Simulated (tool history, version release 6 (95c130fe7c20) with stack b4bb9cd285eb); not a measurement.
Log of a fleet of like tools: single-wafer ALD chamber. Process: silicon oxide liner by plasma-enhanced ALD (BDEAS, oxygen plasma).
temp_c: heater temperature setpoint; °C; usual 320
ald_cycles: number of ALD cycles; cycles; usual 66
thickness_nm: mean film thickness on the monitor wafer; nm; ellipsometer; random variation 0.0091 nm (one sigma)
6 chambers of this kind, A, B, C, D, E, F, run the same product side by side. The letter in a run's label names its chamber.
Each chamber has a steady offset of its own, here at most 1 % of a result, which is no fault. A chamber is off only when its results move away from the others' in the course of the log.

| run | hour | temp_c | ald_cycles | read-back reference wafer on the same gauge, thickness_nm | thickness_nm |
|---|---|---|---|---|---|
| 1A | 4.8 | 320 | 66 | 5.8623 | 5.9577 |
| 2E | 7.7 | 320 | 66 | 5.8608 | 6.0102 |
| 3C | 11.1 | 320 | 66 | 5.8627 | 5.9926 |
| 4B | 15.4 | 320 | 66 | 5.863 | 5.9087 |
| 5D | 19.9 | 320 | 66 | 5.8637 | 6.0238 |
| 6F | 25.1 | 320 | 66 | 5.8639 | 5.9507 |
| 7D | 27.9 | 312 | 66 | 5.8691 | 6.0824 |
| 8B | 32 | 312 | 66 | 5.8671 | 5.9859 |
| 9E | 36.7 | 312 | 66 | 5.8675 | 6.0668 |
| 10F | 39.3 | 312 | 66 | 5.8702 | 6.0075 |
| 11C | 43.5 | 312 | 66 | 5.8701 | 6.0593 |
| 12A | 48.9 | 312 | 66 | 5.8702 | 6.0468 |
| 13E | 52.6 | 320 | 66 | 5.8741 | 5.9982 |
| 14A | 56.7 | 320 | 66 | 5.8745 | 5.9822 |
| 15F | 61.1 | 320 | 66 | 5.8768 | 5.9333 |
| 16B | 66.2 | 320 | 66 | 5.8768 | 5.9239 |
| 17D | 68.7 | 320 | 66 | 5.8784 | 6.0315 |
| 18C | 73.9 | 320 | 66 | 5.8787 | 6.012 |
| 19D | 77.9 | 320 | 66 | 5.8794 | 6.0327 |
| 20E | 81.3 | 320 | 66 | 5.8791 | 6.0067 |
| 21C | 84.6 | 326 | 58 | 5.8812 | 5.234 |
| 22A | 87 | 326 | 58 | 5.881 | 5.2141 |
| 23B | 89.7 | 326 | 58 | 5.8817 | 5.1789 |
| 24F | 92.9 | 326 | 58 | 5.8813 | 5.1919 |
| 25A | 95.4 | 326 | 58 | 5.8841 | 5.2024 |
| 26D | 100.1 | 326 | 58 | 5.8854 | 5.2651 |
| 27C | 103.5 | 320 | 54 | 5.8848 | 4.9081 |
| 28E | 106.1 | 320 | 54 | 5.8872 | 4.9347 |
| 29B | 110.1 | 320 | 54 | 5.8874 | 4.8609 |
| 30F | 113.6 | 320 | 54 | 5.8875 | 4.8858 |
| 31F | 116.1 | 320 | 54 | 5.889 | 4.8922 |
| 32E | 119.7 | 320 | 54 | 5.8891 | 4.9319 |
| 33A | 124.9 | 309 | 70 | 5.8899 | 6.4502 |
| 34D | 130.2 | 309 | 70 | 5.8933 | 6.5263 |
| 35B | 135.4 | 309 | 70 | 5.8937 | 6.4028 |
| 36C | 138.7 | 309 | 70 | 5.8948 | 6.4679 |
| 37F | 143 | 309 | 70 | 5.8961 | 6.4405 |
| 38A | 146.9 | 309 | 70 | 5.8952 | 6.4519 |

Next, every chamber runs the same settings. What will each give?
| 39A | 150.8 | 320 | 66 |  | ? |
| 39B | 150.8 | 320 | 66 |  | ? |
| 39C | 150.8 | 320 | 66 |  | ? |
| 39D | 150.8 | 320 | 66 |  | ? |
| 39E | 150.8 | 320 | 66 |  | ? |
| 39F | 150.8 | 320 | 66 |  | ? |

| run | thickness_nm |
|---|---|
| 39A | 5.9963 |
| 39B | 5.9454 |
| 39C | 6.0299 |
| 39D | 6.0358 |
| 39E | 6.029 |
| 39F | 5.9756 |
